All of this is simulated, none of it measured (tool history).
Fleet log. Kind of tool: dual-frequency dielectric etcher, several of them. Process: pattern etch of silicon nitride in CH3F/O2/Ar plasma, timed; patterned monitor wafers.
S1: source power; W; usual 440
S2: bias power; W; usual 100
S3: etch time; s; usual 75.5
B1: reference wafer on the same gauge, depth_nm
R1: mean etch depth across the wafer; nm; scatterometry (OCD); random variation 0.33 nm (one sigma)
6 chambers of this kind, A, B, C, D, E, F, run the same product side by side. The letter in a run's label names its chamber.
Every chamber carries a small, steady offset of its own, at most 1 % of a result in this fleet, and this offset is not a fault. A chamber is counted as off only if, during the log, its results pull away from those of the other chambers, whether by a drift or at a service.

| run | hour | S1 | S2 | S3 | B1 | R1 |
|---|---|---|---|---|---|---|
| 1E | 7.4 | 440 | 100 | 75.5 | 51.345 | 61.18 |
| 2F | 13.4 | 440 | 100 | 75.5 | 51.343 | 61.394 |
| 3D | 20.6 | 440 | 100 | 75.5 | 51.461 | 61.671 |
| 4B | 25 | 440 | 100 | 75.5 | 51.406 | 61.543 |
| 5C | 32 | 440 | 100 | 75.5 | 51.375 | 60.826 |
| 6A | 37.5 | 440 | 100 | 75.5 | 51.368 | 62.046 |
| 7B | 42.8 | 400 | 100 | 65.5 | 51.448 | 51.591 |
| 8E | 50.2 | 400 | 100 | 65.5 | 51.353 | 51.196 |
| 9C | 54.5 | 400 | 100 | 65.5 | 51.34 | 50.803 |
| 10D | 59.9 | 400 | 100 | 65.5 | 51.431 | 52.048 |
| 11A | 67.1 | 400 | 100 | 65.5 | 51.397 | 51.814 |
| 12F | 71.3 | 400 | 100 | 65.5 | 51.449 | 51.485 |
| 13D | 77.6 | 440 | 100 | 75.5 | 51.358 | 62.381 |
| 14B | 82.9 | 440 | 100 | 75.5 | 51.43 | 61.397 |
| 15E | 91.6 | 440 | 100 | 75.5 | 51.417 | 61.312 |
|  | 92.8 | chamber B: wet clean of the chamber |
| 16A | 98.5 | 500 | 100 | 75.5 | 51.312 | 64.235 |
| 17C | 107.2 | 500 | 100 | 75.5 | 51.407 | 64.552 |
| 18F | 115.6 | 500 | 100 | 75.5 | 51.323 | 64.814 |
| 19B | 123.3 | 500 | 100 | 75.5 | 51.406 | 64.588 |
| 20E | 130.8 | 500 | 100 | 75.5 | 51.377 | 63.656 |
| 21F | 134.9 | 500 | 100 | 75.5 | 51.401 | 64.732 |
| 22A | 141.9 | 440 | 100 | 75.5 | 51.374 | 61.401 |
| 23C | 147.9 | 440 | 100 | 65.5 | 51.368 | 52.655 |
| 24D | 157 | 440 | 100 | 65.5 | 51.413 | 53.659 |
| 25A | 162.7 | 440 | 100 | 65.5 | 51.391 | 53.614 |
|  | 164.4 | chamber A: wet clean of the chamber |
| 26E | 168.1 | 440 | 100 | 65.5 | 51.321 | 51.764 |
| 27D | 175.8 | 440 | 100 | 65.5 | 51.371 | 54.094 |
| 28C | 183.1 | 440 | 100 | 65.5 | 51.433 | 53.237 |
| 29F | 192 | 440 | 100 | 75.5 | 51.431 | 61.09 |
| 30B | 199.4 | 440 | 100 | 75.5 | 51.387 | 62.078 |
| 31D | 203.9 | 440 | 100 | 75.5 | 51.477 | 61.397 |
| 32C | 210.2 | 440 | 100 | 75.5 | 51.396 | 61.437 |
| 33E | 219.3 | 440 | 100 | 75.5 | 51.393 | 59.178 |
| 34A | 225 | 440 | 100 | 75.5 | 51.373 | 61.877 |
| 35B | 233.1 | 440 | 100 | 75.5 | 51.403 | 61.651 |
|  | 236.8 | chamber F: wet clean of the chamber |
| 36F | 240.8 | 440 | 100 | 62 | 51.475 | 50.657 |
| 37F | 246.3 | 440 | 100 | 62 | 51.409 | 50.756 |
| 38A | 252.9 | 440 | 100 | 62 | 51.476 | 50.982 |
| 39B | 257.3 | 440 | 100 | 62 | 51.374 | 50.577 |
| 40E | 265.6 | 440 | 100 | 62 | 51.419 | 48.591 |
|  | 268 | chamber D: wet clean of the chamber |
| 41C | 271.6 | 440 | 100 | 62 | 51.34 | 50.322 |
| 42D | 276.4 | 440 | 100 | 75.5 | 51.356 | 62.214 |
| 43F | 283.4 | 440 | 100 | 75.5 | 51.375 | 61.281 |

Next, all 6 chambers run the settings below, one line each with question marks for the results. What does each chamber give?
| 44A | 290 | 390 | 100 | 75.5 |  | ? |
| 44B | 290 | 390 | 100 | 75.5 |  | ? |
| 44C | 290 | 390 | 100 | 75.5 |  | ? |
| 44D | 290 | 390 | 100 | 75.5 |  | ? |
| 44E | 290 | 390 | 100 | 75.5 |  | ? |
| 44F | 290 | 390 | 100 | 75.5 |  | ? |

| run | R1 |
|---|---|
| 44A | 58.67 |
| 44B | 58.463 |
| 44C | 58.988 |
| 44D | 59.177 |
| 44E | 56.074 |
| 44F | 59.13 |
